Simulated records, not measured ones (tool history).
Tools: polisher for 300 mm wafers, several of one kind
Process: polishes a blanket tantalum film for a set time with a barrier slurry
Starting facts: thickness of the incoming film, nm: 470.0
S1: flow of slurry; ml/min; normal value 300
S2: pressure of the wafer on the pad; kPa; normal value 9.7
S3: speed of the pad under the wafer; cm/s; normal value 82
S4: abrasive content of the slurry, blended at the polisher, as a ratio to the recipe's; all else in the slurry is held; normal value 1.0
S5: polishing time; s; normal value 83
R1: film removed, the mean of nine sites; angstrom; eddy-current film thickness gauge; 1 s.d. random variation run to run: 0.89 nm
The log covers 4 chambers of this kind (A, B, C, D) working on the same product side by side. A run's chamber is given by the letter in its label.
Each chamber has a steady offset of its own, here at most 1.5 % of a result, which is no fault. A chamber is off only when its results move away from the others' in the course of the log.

run,hour,S1,S2,S3,S4,S5,R1
# hour 3.9: chamber C: worn pad replaced by a new one
# hour 5.3: chamber D: worn pad replaced by a new one
1A,6.3,300,9.7,82,1.0,83,682.81
2C,13.2,300,9.7,82,1.0,83,687.20
# hour 13.6: chamber D: slurry blender recalibrated
3B,20.1,300,9.7,82,1.0,83,688.16
4D,24.5,300,9.7,82,1.0,83,679.72
5B,28.9,300,9.7,82,1.0,83,679.92
# hour 33.1: chamber A: worn pad replaced by a new one
# hour 33.5: chamber B: worn pad replaced by a new one
6D,36.4,300,9.7,82,1.0,83,678.62
7C,43.6,300,9.7,82,1.0,83,702.65
8A,48.6,300,9.7,82,1.0,83,682.89
9D,55.3,300,9.7,82,1.0,83,688.89
10C,60.9,300,9.7,82,1.0,83,681.79
11A,64.5,300,9.7,82,1.0,83,665.61
12B,68.0,300,9.7,82,1.0,83,687.62
# hour 70.7: chamber B: slurry nozzle cleaned
13A,75.5,300,9.7,82,1.0,83,662.74
14C,79.6,300,9.7,82,1.0,83,687.14
15B,84.6,300,9.7,82,1.0,83,683.32
16D,91.6,300,9.7,82,1.0,83,670.84
# hour 96.1: chamber C: slurry nozzle cleaned
17B,96.3,300,9.7,82,1.0,83,683.12
18A,103.8,300,9.7,82,1.0,83,631.06
19D,107.5,300,9.7,82,1.0,83,684.72
20C,114.1,300,9.7,82,1.0,83,708.48
# hour 115.6: chamber C: worn pad replaced by a new one
# hour 118.5: chamber A: worn pad replaced by a new one
21B,121.5,300,7.6,82,1.0,83,526.40
22C,129.5,300,7.6,82,1.0,83,536.43
23D,133.2,300,7.6,82,1.0,83,535.13
24A,140.7,300,7.6,82,1.0,83,489.71
# hour 146.2: chamber A: slurry blender recalibrated
25A,147.5,300,9.7,82,1.0,83,597.51

Which is it: a chamber that has drifted or been left off by a service, a gauge drift common to all chambers, or only each chamber's usual small offset? If a chamber is off, name it and its likeliest cause.

Chamber A drifts away from the others.
Most likely cause: head's pressure below its setpoint, % = 10.4.

Below are 4 candidate recipes for chamber A's next run, each the usual settings with a change, their results shown as question marks. Which of them brings A's results back in line with what the other chambers give on the usual settings?
In-line tolerance around the mean of the other chambers on the usual settings: R1 31.00 angstrom
26A-1,153.3,305,9.7,90,1.0,91,?
26A-2,153.3,300,9.7,82,0.7,83,?
26A-3,153.3,300,9.7,92,1.0,83,?
26A-4,153.3,295,9.0,74,1.0,83,?

What the other chambers average on the usual settings: R1 679.82 angstrom
run,R1
26A-1,733.76
26A-2,544.71
26A-3,683.04
26A-4,510.74
With 26A-3, the chamber falls back in line with the rest.
